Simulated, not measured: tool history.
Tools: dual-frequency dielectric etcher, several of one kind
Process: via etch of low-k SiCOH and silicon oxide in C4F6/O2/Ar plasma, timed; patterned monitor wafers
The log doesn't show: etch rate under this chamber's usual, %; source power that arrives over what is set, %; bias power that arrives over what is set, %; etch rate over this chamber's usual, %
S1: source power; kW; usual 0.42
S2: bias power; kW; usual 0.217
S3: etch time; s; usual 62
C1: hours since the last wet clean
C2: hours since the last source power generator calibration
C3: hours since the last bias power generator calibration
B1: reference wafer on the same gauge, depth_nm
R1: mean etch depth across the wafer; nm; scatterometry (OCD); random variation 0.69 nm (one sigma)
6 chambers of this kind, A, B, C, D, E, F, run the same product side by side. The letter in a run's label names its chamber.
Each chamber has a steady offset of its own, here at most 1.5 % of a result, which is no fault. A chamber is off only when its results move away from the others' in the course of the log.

| run | day | S1 | S2 | S3 | C1 | C2 | C3 | B1 | R1 |
|---|---|---|---|---|---|---|---|---|---|
| 1F | 0.25 | 0.42 | 0.217 | 62 | 396.2 | 611.2 | 1699.6 | 190.89 | 174.88 |
| 2B | 0.433 | 0.42 | 0.217 | 62 | 293.4 | 1326.6 | 2191.4 | 190.98 | 173.47 |
| 3C | 0.617 | 0.42 | 0.217 | 62 | 169.4 | 317 | 1393.9 | 190.96 | 174.85 |
| 4A | 0.775 | 0.42 | 0.217 | 62 | 571.7 | 21.9 | 2741.2 | 191.01 | 174.04 |
| 5E | 1.025 | 0.42 | 0.217 | 62 | 230.6 | 1696.5 | 1333.6 | 190.77 | 176.9 |
| 6D | 1.217 | 0.42 | 0.217 | 62 | 196.3 | 1458.8 | 151.7 | 190.96 | 175.58 |
| 7F | 1.379 | 0.46 | 0.217 | 44.5 | 423.3 | 638.3 | 1726.7 | 191.13 | 129.29 |
|  | 1.638 | chamber A: wet clean of the chamber |
| 8D | 1.7 | 0.46 | 0.217 | 44.5 | 207.9 | 1470.4 | 163.3 | 190.91 | 128.27 |
| 9A | 1.888 | 0.46 | 0.217 | 44.5 | 6 | 48.6 | 2767.9 | 191.12 | 130.48 |
| 10C | 2.233 | 0.46 | 0.217 | 44.5 | 208.2 | 355.8 | 1432.7 | 190.87 | 130.6 |
| 11E | 2.471 | 0.46 | 0.217 | 44.5 | 265.3 | 1731.2 | 1368.3 | 190.97 | 132.28 |
| 12B | 2.642 | 0.46 | 0.217 | 44.5 | 346.4 | 1379.6 | 2244.4 | 190.97 | 130.34 |
| 13D | 2.8 | 0.42 | 0.217 | 62 | 234.3 | 1496.8 | 189.7 | 191.04 | 173.25 |
| 14F | 3.058 | 0.42 | 0.217 | 62 | 463.6 | 678.6 | 1767 | 190.84 | 173.76 |
| 15A | 3.358 | 0.42 | 0.217 | 62 | 41.3 | 83.9 | 2803.2 | 191.02 | 174.54 |
| 16B | 3.554 | 0.42 | 0.217 | 62 | 368.3 | 1401.5 | 2266.3 | 191.07 | 175.22 |
| 17E | 3.767 | 0.42 | 0.217 | 62 | 296.4 | 1762.3 | 1399.4 | 191.02 | 176.5 |
| 18C | 4.021 | 0.49 | 0.217 | 74 | 251.1 | 398.7 | 1475.6 | 191.16 | 221.92 |
| 19D | 4.362 | 0.49 | 0.217 | 74 | 271.8 | 1534.3 | 227.2 | 190.99 | 218.73 |
| 20B | 4.521 | 0.49 | 0.217 | 74 | 391.5 | 1424.7 | 2289.5 | 191.03 | 220.56 |
| 21F | 4.746 | 0.49 | 0.217 | 74 | 504.1 | 719.1 | 1807.5 | 190.98 | 221.06 |
|  | 4.942 | chamber F: wet clean of the chamber |
| 22E | 5.058 | 0.49 | 0.217 | 74 | 327.4 | 1793.3 | 1430.4 | 190.71 | 223.45 |
| 23C | 5.258 | 0.49 | 0.217 | 74 | 280.8 | 428.4 | 1505.3 | 191 | 222.47 |
| 24A | 5.592 | 0.42 | 0.217 | 62 | 94.9 | 137.5 | 2856.8 | 191.09 | 174.46 |
|  | 5.617 | chamber B: wet clean of the chamber |
| 25B | 5.867 | 0.42 | 0.217 | 62 | 6.1 | 1457 | 2321.8 | 190.89 | 174.58 |
| 26F | 6.188 | 0.42 | 0.217 | 62 | 30 | 753.7 | 1842.1 | 191.03 | 174.31 |
| 27A | 6.454 | 0.42 | 0.217 | 62 | 115.6 | 158.2 | 2877.5 | 191.1 | 175.72 |
| 28D | 6.638 | 0.42 | 0.217 | 62 | 326.4 | 1588.9 | 281.8 | 191.15 | 174.3 |
| 29E | 6.817 | 0.42 | 0.217 | 62 | 369.6 | 1835.5 | 1472.6 | 191.09 | 177.72 |
| 30C | 7.008 | 0.42 | 0.217 | 62 | 322.8 | 470.4 | 1547.3 | 191.08 | 175.76 |
| 31F | 7.267 | 0.42 | 0.217 | 62 | 55.9 | 779.6 | 1868 | 190.92 | 174.84 |
| 32C | 7.475 | 0.42 | 0.217 | 76.5 | 334 | 481.6 | 1558.5 | 191.12 | 216.61 |
| 33B | 7.7 | 0.42 | 0.217 | 76.5 | 50.1 | 1501 | 2365.8 | 191.04 | 215.85 |
| 34D | 7.867 | 0.42 | 0.217 | 76.5 | 355.9 | 1618.4 | 311.3 | 190.82 | 215.1 |
| 35A | 8.133 | 0.42 | 0.217 | 76.5 | 155.9 | 198.5 | 2917.8 | 191.08 | 214.89 |
| 36E | 8.396 | 0.42 | 0.217 | 76.5 | 407.5 | 1873.4 | 1510.5 | 190.85 | 219.22 |
| 37B | 8.65 | 0.42 | 0.217 | 76.5 | 72.9 | 1523.8 | 2388.6 | 190.95 | 216.1 |
| 38C | 8.9 | 0.42 | 0.217 | 62 | 368.2 | 515.8 | 1592.7 | 190.98 | 174.77 |
| 39E | 9.208 | 0.42 | 0.217 | 62 | 427 | 1892.9 | 1530 | 191.04 | 177.94 |
| 40D | 9.45 | 0.42 | 0.217 | 62 | 393.9 | 1656.4 | 349.3 | 190.91 | 173.35 |
| 41F | 9.667 | 0.42 | 0.217 | 62 | 113.5 | 837.2 | 1925.6 | 191 | 173.65 |
| 42A | 9.979 | 0.42 | 0.217 | 62 | 200.2 | 242.8 | 2962.1 | 190.93 | 174.81 |

Next, every chamber runs the same settings. What will each give?
| 43A | 10.229 | 0.42 | 0.217 | 62 |  |  |  |  | ? |
| 43B | 10.229 | 0.42 | 0.217 | 62 |  |  |  |  | ? |
| 43C | 10.229 | 0.42 | 0.217 | 62 |  |  |  |  | ? |
| 43D | 10.229 | 0.42 | 0.217 | 62 |  |  |  |  | ? |
| 43E | 10.229 | 0.42 | 0.217 | 62 |  |  |  |  | ? |
| 43F | 10.229 | 0.42 | 0.217 | 62 |  |  |  |  | ? |

| run | R1 |
|---|---|
| 43A | 175.7 |
| 43B | 174.47 |
| 43C | 174.98 |
| 43D | 174.17 |
| 43E | 176.17 |
| 43F | 172.64 |
